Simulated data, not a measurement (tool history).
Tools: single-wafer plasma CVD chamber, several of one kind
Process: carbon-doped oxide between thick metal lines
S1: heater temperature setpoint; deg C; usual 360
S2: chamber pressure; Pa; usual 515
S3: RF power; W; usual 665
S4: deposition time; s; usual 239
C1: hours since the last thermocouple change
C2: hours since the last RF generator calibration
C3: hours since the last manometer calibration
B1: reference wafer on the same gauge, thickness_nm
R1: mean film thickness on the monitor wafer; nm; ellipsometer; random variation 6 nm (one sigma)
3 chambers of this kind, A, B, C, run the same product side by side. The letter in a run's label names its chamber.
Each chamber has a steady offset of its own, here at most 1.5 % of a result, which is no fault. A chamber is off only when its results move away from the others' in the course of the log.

run   hour   S1   S2   S3   S4      C1      C2      C3      B1      R1
 1A    4.8  360  515  665  239   397.5   722.6  1074.2  1489.2  1349.9
 2C   11.8  360  515  665  239    61.6  1135.4   867.6  1490.3  1336.2
 3B   21.1  360  515  665  239  1066.2   606.7   832.4  1489.8  1340.9
 4C     30  360  515  665  239    79.8  1153.6   885.8  1489.9  1323.6
 5A   38.2  360  515  665  239   430.9     756  1107.6  1492.4  1366.2
 6B   43.9  360  515  665  239    1089   629.5   855.2  1490.6  1331.5
 7C   51.6  360  515  665  239   101.4  1175.2   907.4  1489.9  1316.5
 8A   61.1  360  515  665  239   453.8   778.9  1130.5  1489.2  1348.4
 9B   66.6  360  515  665  239  1111.7   652.2   877.9  1490.4  1329.6
10B   72.8  360  515  665  239  1117.9   658.4   884.1  1487.6  1334.8
11C   80.6  360  515  665  239   130.4  1204.2   936.4    1491    1324
12A     87  360  515  665  239   479.7   804.8  1156.4  1490.4  1347.6
13A   95.7  360  456  665  201   488.4   813.5  1165.1  1488.5  1116.3
14C  104.8  360  456  665  201   154.6  1228.4   960.6  1491.4  1091.7
     107.5  -- chamber B: capacitance manometer re-zeroed and calibrated
15B  110.4  360  456  665  201  1155.5     696       3  1487.3  1109.6
16B    119  360  515  665  239  1164.1   704.6    11.6    1490  1320.5
17C  125.4  360  515  665  239   175.2    1249   981.2  1491.4  1325.7
18A  130.4  360  515  665  239   523.1   848.2  1199.8  1488.5  1368.1
19B  135.3  360  515  665  239  1180.4   720.9    27.9  1490.5  1339.5
20C  140.9  360  515  665  239   190.7  1264.5   996.7  1491.9  1327.9
21A  148.9  360  515  665  239   541.6   866.7  1218.3  1491.7    1362
22B  157.2  370  515  795  239  1202.3   742.8    49.8  1488.2  1431.7
23C  163.9  370  515  795  239   213.7  1287.5  1019.7  1490.2  1434.7
24A  173.6  370  515  795  239   566.3   891.4    1243  1488.7  1473.1
25A  181.3  355  515  665  239     574   899.1  1250.7  1490.6  1368.2
26C  190.5  355  515  665  239   240.3  1314.1  1046.3  1488.7  1342.9
27B  199.7  355  515  665  239  1244.8   785.3    92.3  1490.3  1318.5
28C  206.6  360  515  745  279   256.4  1330.2  1062.4  1490.5  1661.5
29B  216.6  360  515  745  279  1261.7   802.2   109.2  1490.7  1617.4
30A  225.7  360  515  745  279   618.4   943.5  1295.1  1491.9  1701.8
31C  233.2  360  515  665  239     283  1356.8    1089  1490.8  1318.9
32A  243.3  360  515  665  239     636   961.1  1312.7  1490.4  1366.3
     245.6  -- chamber C: capacitance manometer re-zeroed and calibrated
33B  251.6  360  515  665  239  1296.7   837.2   144.2  1490.4  1290.9
34C    257  360  515  665  262   306.8  1380.6    11.4  1491.2  1449.4
35A  264.8  360  515  665  262   657.5   982.6  1334.2  1491.8  1493.5
36B  270.7  360  515  665  262  1315.8   856.3   163.3  1490.1  1412.5

All 3 chambers run these settings next. Forecast each chamber's results:
37A  278.2  360  515  665  239                   ?
37B  278.2  360  515  665  239                   ?
37C  278.2  360  515  665  239                   ?

run      R1
37A  1358.1
37B  1279.7
37C  1325.8

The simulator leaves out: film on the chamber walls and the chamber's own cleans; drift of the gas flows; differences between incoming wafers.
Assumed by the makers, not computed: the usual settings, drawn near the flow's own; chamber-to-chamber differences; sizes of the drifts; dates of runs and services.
